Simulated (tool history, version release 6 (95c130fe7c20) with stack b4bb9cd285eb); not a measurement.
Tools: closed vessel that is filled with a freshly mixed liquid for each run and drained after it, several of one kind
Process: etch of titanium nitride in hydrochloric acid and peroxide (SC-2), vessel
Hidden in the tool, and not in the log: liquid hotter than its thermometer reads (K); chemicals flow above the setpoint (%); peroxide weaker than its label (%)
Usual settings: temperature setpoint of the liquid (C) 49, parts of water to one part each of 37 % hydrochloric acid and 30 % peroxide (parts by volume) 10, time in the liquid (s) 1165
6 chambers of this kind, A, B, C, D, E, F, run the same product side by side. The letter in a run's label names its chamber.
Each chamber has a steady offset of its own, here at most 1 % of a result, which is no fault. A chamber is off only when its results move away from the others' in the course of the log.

| run | hour | temperature setpoint of the liquid (C) | parts of water to one part each of 37 % hydrochloric acid and 30 % peroxide (parts by volume) | time in the liquid (s) | hours since the thermometer was replaced | hours since the chemicals flow meter was replaced | hours since the drum of peroxide was connected | read-back film thickness of the titanium nitride reference wafer, read on the same gauge (nm) | thickness taken off the titanium nitride on a monitor wafer (Å) |
|---|---|---|---|---|---|---|---|---|---|
| 1F | 5 | 49 | 10 | 1165 | 808.8 | 170.7 | 149.4 | 30.057 | 152.41 |
| 2D | 10 | 49 | 10 | 1165 | 286.9 | 94.9 | 48.7 | 30.011 | 152.63 |
| 3A | 14.8 | 49 | 10 | 1165 | 191.7 | 187.2 | 621.1 | 29.988 | 151.85 |
| 4B | 17.4 | 49 | 10 | 1165 | 205.1 | 456.5 | 181 | 30.053 | 151.83 |
| 5E | 21 | 49 | 10 | 1165 | 1097.6 | 135.4 | 346.8 | 29.995 | 151.8 |
| 6C | 23.5 | 49 | 14 | 1165 | 85.5 | 377.3 | 1174.8 | 30.068 | 114.56 |
| 7E | 27.9 | 49 | 14 | 1165 | 1104.5 | 142.3 | 353.7 | 29.98 | 113.83 |
| 8B | 32 | 49 | 14 | 1165 | 219.7 | 471.1 | 195.6 | 29.977 | 115.44 |
| 9F | 34.3 | 49 | 14 | 1165 | 838.1 | 200 | 178.7 | 30.039 | 114.77 |
| 10A | 36.6 | 49 | 14 | 1165 | 213.5 | 209 | 642.9 | 29.998 | 113.59 |
| 11C | 40.5 | 49 | 14 | 1165 | 102.5 | 394.3 | 1191.8 | 30.026 | 113.95 |
| 12D | 44.8 | 49 | 10 | 1165 | 321.7 | 129.7 | 83.5 | 30.018 | 151.73 |
| 13A | 49.3 | 49 | 13 | 1165 | 226.2 | 221.7 | 655.6 | 30.075 | 121.26 |
| 14D | 53.3 | 49 | 13 | 1165 | 330.2 | 138.2 | 92 | 29.961 | 122.99 |
| 15C | 57.9 | 49 | 13 | 1165 | 119.9 | 411.7 | 1209.2 | 29.98 | 120.64 |
| 16B | 61.8 | 49 | 13 | 1165 | 249.5 | 500.9 | 225.4 | 30.029 | 126.69 |
| 17F | 65.9 | 49 | 13 | 1165 | 869.7 | 231.6 | 210.3 | 30.023 | 120.8 |
| 18E | 69.7 | 49 | 13 | 1165 | 1146.3 | 184.1 | 395.5 | 29.997 | 122.14 |
| 19B | 72.1 | 49 | 10 | 1165 | 259.8 | 511.2 | 235.7 | 30.01 | 156.77 |
| 20F | 74.6 | 49 | 10 | 1165 | 878.4 | 240.3 | 219 | 30.022 | 153.12 |
|  | 79.1 | chamber C: new drum of peroxide connected |
| 21E | 79.6 | 49 | 10 | 1165 | 1156.2 | 194 | 405.4 | 30.02 | 152.19 |
| 22D | 84.1 | 49 | 10 | 1165 | 361 | 169 | 122.8 | 29.961 | 152.96 |
| 23C | 88.2 | 49 | 10 | 625 | 150.2 | 442 | 9.2 | 29.972 | 82.478 |
| 24A | 90.7 | 49 | 10 | 625 | 267.6 | 263.1 | 697 | 29.963 | 81.349 |
| 25C | 93.5 | 49 | 10 | 625 | 155.5 | 447.3 | 14.5 | 29.998 | 79.797 |
| 26F | 97.1 | 49 | 10 | 625 | 900.9 | 262.8 | 241.5 | 29.974 | 81.449 |
| 27D | 102 | 49 | 10 | 625 | 378.9 | 186.9 | 140.7 | 29.996 | 81.322 |
| 28A | 104.6 | 49 | 10 | 625 | 281.5 | 277 | 710.9 | 29.973 | 81.904 |
| 29E | 107.7 | 49 | 10 | 1165 | 1184.3 | 222.1 | 433.5 | 29.973 | 149.4 |
| 30B | 111 | 49 | 10 | 1165 | 298.7 | 550.1 | 274.6 | 30.023 | 162.72 |
| 31A | 114.4 | 49 | 10 | 1165 | 291.3 | 286.8 | 720.7 | 29.987 | 151.56 |
| 32E | 118.9 | 49 | 10 | 1165 | 1195.5 | 233.3 | 444.7 | 29.978 | 150.71 |
| 33F | 121.3 | 49 | 10 | 1165 | 925.1 | 287 | 265.7 | 29.968 | 152.23 |
| 34C | 123.6 | 49 | 10 | 1165 | 185.6 | 477.4 | 44.6 | 30.042 | 150.89 |
| 35D | 126.2 | 49 | 10 | 1165 | 403.1 | 211.1 | 164.9 | 29.994 | 149.92 |
| 36B | 129.4 | 49 | 10 | 1165 | 317.1 | 568.5 | 293 | 29.995 | 165.27 |

All 6 chambers run these settings next. Forecast each chamber's results:
| 37A | 133.1 | 49 | 10 | 1165 |  |  |  |  | ? |
| 37B | 133.1 | 49 | 10 | 1165 |  |  |  |  | ? |
| 37C | 133.1 | 49 | 10 | 1165 |  |  |  |  | ? |
| 37D | 133.1 | 49 | 10 | 1165 |  |  |  |  | ? |
| 37E | 133.1 | 49 | 10 | 1165 |  |  |  |  | ? |
| 37F | 133.1 | 49 | 10 | 1165 |  |  |  |  | ? |

| run | thickness taken off the titanium nitride on a monitor wafer (Å) |
|---|---|
| 37A | 152.08 |
| 37B | 165.43 |
| 37C | 149.32 |
| 37D | 151.8 |
| 37E | 150.19 |
| 37F | 152.82 |
